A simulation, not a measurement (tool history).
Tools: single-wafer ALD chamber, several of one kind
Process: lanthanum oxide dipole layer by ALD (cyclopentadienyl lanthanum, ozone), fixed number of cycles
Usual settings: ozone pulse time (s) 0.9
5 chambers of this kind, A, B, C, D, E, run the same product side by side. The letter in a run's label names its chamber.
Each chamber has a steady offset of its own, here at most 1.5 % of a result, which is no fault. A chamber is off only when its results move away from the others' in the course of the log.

run,hour,ozone pulse time (s),hours since the last thermocouple change,hours since the last ozone generator service,"read-back reference wafer on the same gauge, thickness_nm",mean film thickness on the monitor wafer (nm)
1A,6.7,0.9,553.3,1403.8,0.50792,0.47993
2B,11.5,0.9,840.8,211.5,0.50787,0.47909
3C,15.2,0.9,1417.9,778.1,0.50777,0.48161
# hour 16.4: chamber E: thermocouple changed; heater temperature recalibrated
4E,22.3,0.9,6,1099.1,0.50768,0.48033
5D,28.5,0.9,1371.5,342.9,0.50756,0.47708
# hour 31: chamber A: ozone generator serviced
6C,32.2,0.9,1434.9,795.1,0.50761,0.48322
7E,36,0.9,19.7,1112.8,0.50747,0.48064
8B,40.2,0.9,869.5,240.2,0.50759,0.47838
9D,44.2,0.9,1387.2,358.6,0.50719,0.47619
10A,50.9,0.64,597.5,19.9,0.50723,0.41295
11E,55,0.64,38.7,1131.8,0.50715,0.41658
12A,59.1,0.64,605.7,28.1,0.50709,0.41305
13D,65.5,0.64,1408.5,379.9,0.50711,0.41352
14B,70.7,0.64,900,270.7,0.50694,0.41224
15C,75.1,1.01,1477.8,838,0.507,0.50026
16C,78.4,1.01,1481.1,841.3,0.50678,0.49911
17A,84.8,1.01,631.4,53.8,0.50686,0.49662
18E,91.6,1.01,75.3,1168.4,0.50683,0.49843
# hour 97.5: chamber C: thermocouple changed; heater temperature recalibrated
19D,97.5,1.01,1440.5,411.9,0.50662,0.49378
20B,102.6,0.9,931.9,302.6,0.50673,0.47813
21D,106.4,0.9,1449.4,420.8,0.50653,0.47546
22E,113.5,0.9,97.2,1190.3,0.50642,0.47884
23B,120.4,0.9,949.7,320.4,0.50632,0.47721
24A,124.1,0.9,670.7,93.1,0.50634,0.47686
25C,130.3,0.9,32.9,893.2,0.50628,0.48122
26D,134.7,0.9,1477.7,449.1,0.50623,0.47421
27E,139.9,0.7,123.6,1216.7,0.50613,0.43316
28A,146,0.7,692.6,115,0.5061,0.42988
29B,152.1,0.7,981.4,352.1,0.50577,0.42928
30C,158.6,0.7,61.2,921.5,0.50582,0.4346
31D,163.7,0.7,1506.7,478.1,0.50562,0.4308
32A,167.4,0.9,714,136.4,0.50579,0.47613
33C,173.7,0.9,76.3,936.6,0.50545,0.47938

All 5 chambers run these settings next. Forecast each chamber's results:
34A,178.9,0.9,,,,?
34B,178.9,0.9,,,,?
34C,178.9,0.9,,,,?
34D,178.9,0.9,,,,?
34E,178.9,0.9,,,,?

run,mean film thickness on the monitor wafer (nm)
34A,0.47679
34B,0.47686
34C,0.48005
34D,0.4743
34E,0.47845
